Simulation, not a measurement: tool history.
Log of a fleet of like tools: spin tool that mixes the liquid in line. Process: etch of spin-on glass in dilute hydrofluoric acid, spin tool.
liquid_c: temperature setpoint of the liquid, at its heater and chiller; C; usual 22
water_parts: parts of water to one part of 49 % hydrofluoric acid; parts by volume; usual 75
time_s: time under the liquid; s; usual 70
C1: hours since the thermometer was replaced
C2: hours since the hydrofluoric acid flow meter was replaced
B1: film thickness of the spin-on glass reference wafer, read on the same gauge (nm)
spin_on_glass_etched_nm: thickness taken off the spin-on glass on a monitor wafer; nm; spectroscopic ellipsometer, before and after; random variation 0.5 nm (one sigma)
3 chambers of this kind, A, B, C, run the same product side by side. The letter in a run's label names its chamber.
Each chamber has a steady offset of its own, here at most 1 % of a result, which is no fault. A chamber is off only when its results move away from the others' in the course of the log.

run 1B day=0.383 | liquid_c=22 water_parts=75 time_s=70 | C1=1125.8 C2=404.8 | B1=119.98 | spin_on_glass_etched_nm=60.887
run 2A day=0.788 | liquid_c=22 water_parts=75 time_s=70 | C1=1123.6 C2=257.2 | B1=120.01 | spin_on_glass_etched_nm=60.982
run 3C day=1.112 | liquid_c=22 water_parts=75 time_s=70 | C1=536.1 C2=1071.5 | B1=120.02 | spin_on_glass_etched_nm=60.41
run 4A day=1.417 | liquid_c=22 water_parts=75 time_s=70 | C1=1138.7 C2=272.3 | B1=120 | spin_on_glass_etched_nm=61.239
run 5C day=1.8 | liquid_c=22 water_parts=75 time_s=70 | C1=552.6 C2=1088 | B1=120 | spin_on_glass_etched_nm=61.96
run 6B day=2.121 | liquid_c=22 water_parts=75 time_s=70 | C1=1167.5 C2=446.5 | B1=120.03 | spin_on_glass_etched_nm=60.146
run 7A day=2.529 | liquid_c=22 water_parts=75 time_s=70 | C1=1165.4 C2=299 | B1=120 | spin_on_glass_etched_nm=59.914
-- day=2.667 chamber A: thermometer replaced
run 8B day=2.846 | liquid_c=22 water_parts=75 time_s=70 | C1=1184.9 C2=463.9 | B1=119.99 | spin_on_glass_etched_nm=61.572
run 9C day=3.204 | liquid_c=22 water_parts=105 time_s=110 | C1=586.3 C2=1121.7 | B1=119.98 | spin_on_glass_etched_nm=66.673
run 10B day=3.554 | liquid_c=22 water_parts=105 time_s=110 | C1=1201.9 C2=480.9 | B1=119.99 | spin_on_glass_etched_nm=66.584
-- day=3.729 chamber B: hydrofluoric acid flow meter replaced
run 11A day=3.892 | liquid_c=22 water_parts=105 time_s=110 | C1=29.5 C2=331.7 | B1=120 | spin_on_glass_etched_nm=65.493
run 12C day=4.129 | liquid_c=22 water_parts=75 time_s=70 | C1=608.5 C2=1143.9 | B1=119.98 | spin_on_glass_etched_nm=61.805
run 13C day=4.496 | liquid_c=22 water_parts=75 time_s=70 | C1=617.3 C2=1152.7 | B1=119.99 | spin_on_glass_etched_nm=61.523
run 14A day=4.9 | liquid_c=22 water_parts=75 time_s=70 | C1=53.7 C2=355.9 | B1=120.02 | spin_on_glass_etched_nm=60.237
run 15B day=5.246 | liquid_c=22 water_parts=75 time_s=70 | C1=1242.5 C2=36.4 | B1=120.01 | spin_on_glass_etched_nm=60.561
run 16C day=5.454 | liquid_c=22 water_parts=75 time_s=70 | C1=640.3 C2=1175.7 | B1=120.02 | spin_on_glass_etched_nm=61.686
run 17B day=5.671 | liquid_c=22 water_parts=75 time_s=70 | C1=1252.7 C2=46.6 | B1=120.02 | spin_on_glass_etched_nm=62.349
run 18A day=6.029 | liquid_c=22 water_parts=105 time_s=70 | C1=80.8 C2=383 | B1=119.99 | spin_on_glass_etched_nm=41.947
run 19A day=6.221 | liquid_c=22 water_parts=105 time_s=70 | C1=85.4 C2=387.6 | B1=119.98 | spin_on_glass_etched_nm=41.179
-- day=6.596 chamber B: thermometer replaced
run 20C day=6.604 | liquid_c=22 water_parts=105 time_s=70 | C1=667.9 C2=1203.3 | B1=119.95 | spin_on_glass_etched_nm=42.802
run 21B day=6.929 | liquid_c=22 water_parts=75 time_s=70 | C1=8.1 C2=76.8 | B1=120.01 | spin_on_glass_etched_nm=60.69
run 22C day=7.242 | liquid_c=22 water_parts=75 time_s=70 | C1=683.2 C2=1218.6 | B1=120.01 | spin_on_glass_etched_nm=62.126

Is one chamber off against the others, does the gauge drift, or is nothing wrong? If a chamber is off, say which, and what the likeliest cause is.

No chamber stands off beyond its own small offset, and the gauge holds steady.
